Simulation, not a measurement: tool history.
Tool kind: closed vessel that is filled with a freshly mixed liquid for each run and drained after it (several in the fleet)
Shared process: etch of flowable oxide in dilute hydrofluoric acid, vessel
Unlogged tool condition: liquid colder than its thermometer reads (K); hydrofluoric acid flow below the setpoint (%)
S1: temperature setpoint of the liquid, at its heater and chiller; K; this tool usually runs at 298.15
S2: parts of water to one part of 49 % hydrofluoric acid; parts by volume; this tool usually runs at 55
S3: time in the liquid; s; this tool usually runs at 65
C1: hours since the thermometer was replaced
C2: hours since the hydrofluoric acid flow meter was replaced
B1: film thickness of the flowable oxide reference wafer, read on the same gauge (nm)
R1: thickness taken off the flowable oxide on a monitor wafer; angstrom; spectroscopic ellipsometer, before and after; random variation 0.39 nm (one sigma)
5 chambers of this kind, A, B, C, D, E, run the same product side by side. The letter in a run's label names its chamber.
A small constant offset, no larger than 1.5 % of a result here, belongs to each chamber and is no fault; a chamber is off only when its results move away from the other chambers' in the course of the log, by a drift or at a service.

run 1A hour=11.6 | S1=298.15 S2=55 S3=65 | C1=1537.5 C2=1817.8 | B1=109.99 | R1=543.65
run 2D hour=19.2 | S1=298.15 S2=55 S3=65 | C1=436.6 C2=1215.5 | B1=109.99 | R1=543.46
run 3C hour=29 | S1=298.15 S2=55 S3=65 | C1=940.7 C2=211.6 | B1=109.98 | R1=539.97
run 4E hour=36.8 | S1=298.15 S2=55 S3=65 | C1=218.2 C2=476.9 | B1=110.04 | R1=549.05
run 5B hour=47.8 | S1=298.15 S2=55 S3=65 | C1=1080.1 C2=303.4 | B1=110.01 | R1=558.47
run 6A hour=53.1 | S1=298.15 S2=55 S3=65 | C1=1579 C2=1859.3 | B1=110 | R1=544.42
run 7B hour=61.8 | S1=298.15 S2=55 S3=65 | C1=1094.1 C2=317.4 | B1=109.97 | R1=548.44
run 8C hour=71.2 | S1=298.15 S2=55 S3=65 | C1=982.9 C2=253.8 | B1=109.97 | R1=540.2
run 9D hour=79.5 | S1=298.15 S2=55 S3=65 | C1=496.9 C2=1275.8 | B1=110.01 | R1=550.34
run 10E hour=86.7 | S1=298.15 S2=55 S3=65 | C1=268.1 C2=526.8 | B1=109.97 | R1=548.43
run 11B hour=94.8 | S1=298.15 S2=55 S3=65 | C1=1127.1 C2=350.4 | B1=110 | R1=552.52
run 12D hour=102.2 | S1=298.15 S2=55 S3=65 | C1=519.6 C2=1298.5 | B1=109.98 | R1=550.12
run 13A hour=109.5 | S1=298.15 S2=55 S3=65 | C1=1635.4 C2=1915.7 | B1=110.01 | R1=537.58
run 14C hour=116.2 | S1=298.15 S2=55 S3=65 | C1=1027.9 C2=298.8 | B1=110.02 | R1=536.24
run 15E hour=124.6 | S1=298.15 S2=55 S3=65 | C1=306 C2=564.7 | B1=110.01 | R1=553
run 16E hour=130.3 | S1=298.15 S2=55 S3=65 | C1=311.7 C2=570.4 | B1=109.96 | R1=553.19
run 17A hour=141.8 | S1=298.15 S2=55 S3=65 | C1=1667.7 C2=1948 | B1=110 | R1=540.96
-- hour=152.3 chamber D: thermometer replaced
run 18B hour=153.4 | S1=298.15 S2=55 S3=65 | C1=1185.7 C2=409 | B1=109.98 | R1=546.22
run 19D hour=160.9 | S1=298.15 S2=55 S3=65 | C1=8.7 C2=1357.2 | B1=110.04 | R1=555.41
-- hour=167.6 chamber C: thermometer replaced
run 20C hour=169.3 | S1=298.15 S2=55 S3=65 | C1=1.7 C2=351.9 | B1=109.97 | R1=530.26
run 21B hour=180.8 | S1=298.15 S2=55 S3=65 | C1=1213.1 C2=436.4 | B1=110.01 | R1=550.54
run 22A hour=188.6 | S1=298.15 S2=55 S3=65 | C1=1714.5 C2=1994.8 | B1=110 | R1=537.39
run 23C hour=199.2 | S1=298.15 S2=55 S3=65 | C1=31.6 C2=381.8 | B1=109.97 | R1=527.23
run 24D hour=210.8 | S1=298.15 S2=55 S3=65 | C1=58.6 C2=1407.1 | B1=110.02 | R1=549.5
run 25E hour=216.8 | S1=293.65 S2=70 S3=65 | C1=398.2 C2=656.9 | B1=110.03 | R1=357.32
run 26C hour=228.3 | S1=293.65 S2=70 S3=65 | C1=60.7 C2=410.9 | B1=109.99 | R1=337.22
run 27E hour=236.2 | S1=293.65 S2=70 S3=65 | C1=417.6 C2=676.3 | B1=109.96 | R1=351.24
run 28A hour=245.8 | S1=293.65 S2=70 S3=65 | C1=1771.7 C2=2052 | B1=110.01 | R1=341.83
-- hour=246 chamber B: thermometer replaced
run 29B hour=255.1 | S1=293.65 S2=70 S3=65 | C1=9.1 C2=510.7 | B1=109.98 | R1=349.1
run 30D hour=266.1 | S1=298.15 S2=55 S3=65 | C1=113.9 C2=1462.4 | B1=110.04 | R1=546.7
run 31A hour=273.8 | S1=298.15 S2=55 S3=65 | C1=1799.7 C2=2080 | B1=109.99 | R1=540.35
run 32E hour=279.7 | S1=298.15 S2=55 S3=65 | C1=461.1 C2=719.8 | B1=110.04 | R1=548.91
run 33D hour=286.2 | S1=298.15 S2=55 S3=65 | C1=134 C2=1482.5 | B1=110.01 | R1=549.08
run 34B hour=291.9 | S1=298.15 S2=55 S3=65 | C1=45.9 C2=547.5 | B1=110.03 | R1=546.95
run 35C hour=299.2 | S1=298.15 S2=55 S3=65 | C1=131.6 C2=481.8 | B1=110.01 | R1=516.62
run 36E hour=307.9 | S1=298.15 S2=55 S3=65 | C1=489.3 C2=748 | B1=109.98 | R1=547.83
run 37B hour=314 | S1=300.15 S2=55 S3=65 | C1=68 C2=569.6 | B1=110.02 | R1=590.3
run 38D hour=324.5 | S1=300.15 S2=55 S3=65 | C1=172.3 C2=1520.8 | B1=110 | R1=596.34
run 39C hour=334.3 | S1=300.15 S2=55 S3=65 | C1=166.7 C2=516.9 | B1=109.96 | R1=562.73

Next, every chamber runs the same settings. What will each give?
run 40A hour=343.1 | S1=298.15 S2=55 S3=65 | R1=?
run 40B hour=343.1 | S1=298.15 S2=55 S3=65 | R1=?
run 40C hour=343.1 | S1=298.15 S2=55 S3=65 | R1=?
run 40D hour=343.1 | S1=298.15 S2=55 S3=65 | R1=?
run 40E hour=343.1 | S1=298.15 S2=55 S3=65 | R1=?

run=40A R1=546.65
run=40B R1=550.59
run=40C R1=522.71
run=40D R1=551.2
run=40E R1=547.11
